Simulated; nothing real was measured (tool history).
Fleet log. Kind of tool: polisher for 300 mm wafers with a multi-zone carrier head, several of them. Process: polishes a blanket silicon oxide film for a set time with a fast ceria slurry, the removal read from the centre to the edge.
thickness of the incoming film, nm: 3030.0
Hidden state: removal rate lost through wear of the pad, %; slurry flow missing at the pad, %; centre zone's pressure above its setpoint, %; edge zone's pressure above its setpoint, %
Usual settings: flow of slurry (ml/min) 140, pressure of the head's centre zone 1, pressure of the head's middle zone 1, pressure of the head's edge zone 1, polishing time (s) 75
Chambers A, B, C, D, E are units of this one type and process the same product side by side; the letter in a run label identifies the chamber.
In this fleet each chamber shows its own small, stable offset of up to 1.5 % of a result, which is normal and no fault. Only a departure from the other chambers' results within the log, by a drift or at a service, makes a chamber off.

run	day	flow of slurry (ml/min)	pressure of the head's centre zone	pressure of the head's middle zone	pressure of the head's edge zone	polishing time (s)	wafers polished on this pad	hours since the slurry nozzle was cleaned	hours since the centre zone pressure was calibrated	hours since the edge zone pressure was calibrated	film removed at the wafer's centre (angstrom)	film removed at mid-radius (angstrom)	film removed at the wafer's edge (angstrom)
1A	0.383	140	1	1	1	75	127	187	332.8	309.4	7998.3	7892.5	7916.4
2C	0.662	140	1	1	1	75	281	254.7	353	435.9	7937.1	7942.8	7942.9
3E	0.983	140	1	1	1	75	985	25.6	69.7	393.2	8004.8	7996.8	8008.7
4B	1.35	140	1	1	1	75	642	295.5	615.5	183.5	8007.5	7905.9	8114.7
5D	1.596	140	1	1	1	75	464	95	640.2	1171.2	7919.9	7840.7	7903.4
6B	2.038	140	1	1	1	75	729	312	632	200	7863.7	7921.9	8081.4
7D	2.371	140	1	1	1	75	562	113.6	658.8	1189.8	7915.7	7928.7	7927.8
# day 2.446: chamber E: worn pad replaced by a new one
8E	2.833	140	1	1	1	75	49	70	114.1	437.6	8173.5	7975.1	7967.2
9C	3.046	140	1	1	1	75	582	311.9	410.2	493.1	7968.5	8003.4	7953.3
10A	3.4	140	1	1	1	75	508	259.4	405.2	381.8	8013.4	7914.1	8032
# day 3.533: chamber E: edge zone pressure recalibrated
# day 3.688: chamber D: worn pad replaced by a new one
# day 3.775: chamber B: worn pad replaced by a new one
11D	3.788	140	1	1	1	75	12	147.6	692.8	1223.8	7990.5	7963.8	7907.3
12E	4.012	140	1	1	1	75	197	98.3	142.4	11.5	7984.2	8059.6	8013.6
13B	4.271	140	1	1	1	75	62	365.6	685.6	253.6	8093.3	8010.5	8083.1
14C	4.575	140	1	1	1	75	775	348.6	446.9	529.8	7831.4	7865.4	7994.1
15A	4.788	140	1	1	1	75	683	292.7	438.5	415.1	7908.6	7831.3	8006.5
16B	5	140	1	1	1	75	154	383.1	703.1	271.1	8320.4	7955.9	7903.2
# day 5.433: chamber D: centre zone pressure recalibrated
17A	5.483	140	1	1	1	75	771	309.4	455.2	431.8	7878.5	7892.3	8012.9
# day 5.717: chamber C: worn pad replaced by a new one
18C	5.783	140	1	1	1	75	8	377.6	475.9	558.8	7805.5	7922.9	7722.9
# day 5.892: chamber A: edge zone pressure recalibrated
# day 6.062: chamber C: centre zone pressure recalibrated
19D	6.258	140	1	1	1	75	324	206.9	19.9	1283.1	7973.3	7930.2	8261.7
20E	6.671	140	1	1	1	75	533	162.1	206.2	75.3	8005.3	8022.5	7896.5
21C	7.104	140	1	1	1	75	175	409.3	25.1	590.5	7919.8	7974	8009
22E	7.408	140	1	1	1	75	626	179.8	223.9	93	7989.8	8077.4	7764.1
23A	7.642	140	1	1	1	75	1043	361.2	507	42.1	8035.4	7902.9	8028.1
24B	7.938	140	1	1	1	75	525	453.6	773.6	341.6	8571.7	7979.6	7867.4
# day 8.088: chamber A: worn pad replaced by a new one
# day 8.167: chamber B: slurry nozzle cleaned
25D	8.225	140	1	1	1	89	572	254.1	67.1	1330.3	9327.2	9322.5	9491
26B	8.671	140	1	1	1	89	617	12.2	791.2	359.2	10442	9411.2	9562.1
27C	9.012	140	1	1	1	89	416	455.1	70.9	636.3	9398.8	9400.6	9512
28E	9.292	140	1	1	1	89	863	225	269.1	138.2	9496.4	9547	9507.3
# day 9.517: chamber D: worn pad replaced by a new one
29A	9.767	140	1	1	1	89	212	412.2	558	93.1	9402.8	9407.2	9497.2
30D	10.033	140	1	1	1	75	65	297.5	110.5	1373.7	7911.9	7758	8077.8
# day 10.154: chamber C: slurry nozzle cleaned
31E	10.404	140	1	1	1	75	1004	251.7	295.8	164.9	8000.4	7967.4	7972.5
32B	10.842	140	1	1	1	75	891	64.3	843.3	411.3	8751	7939.8	8100.6
33C	11.083	140	1	1	1	75	677	22.3	120.6	686	7807.2	7952.6	7870.3

Next, every chamber runs the same settings. What will each give?
34A	11.429	140	1	1	1	75					?	?	?
34B	11.429	140	1	1	1	75					?	?	?
34C	11.429	140	1	1	1	75					?	?	?
34D	11.429	140	1	1	1	75					?	?	?
34E	11.429	140	1	1	1	75					?	?	?

run	film removed at the wafer's centre (angstrom)	film removed at mid-radius (angstrom)	film removed at the wafer's edge (angstrom)
34A	8000.7	7933.6	7956.7
34B	8872.9	7866.5	8133.4
34C	7811.6	8057.6	7835.7
34D	8142.5	7827.4	7957.3
34E	8132.7	8077	8086.4
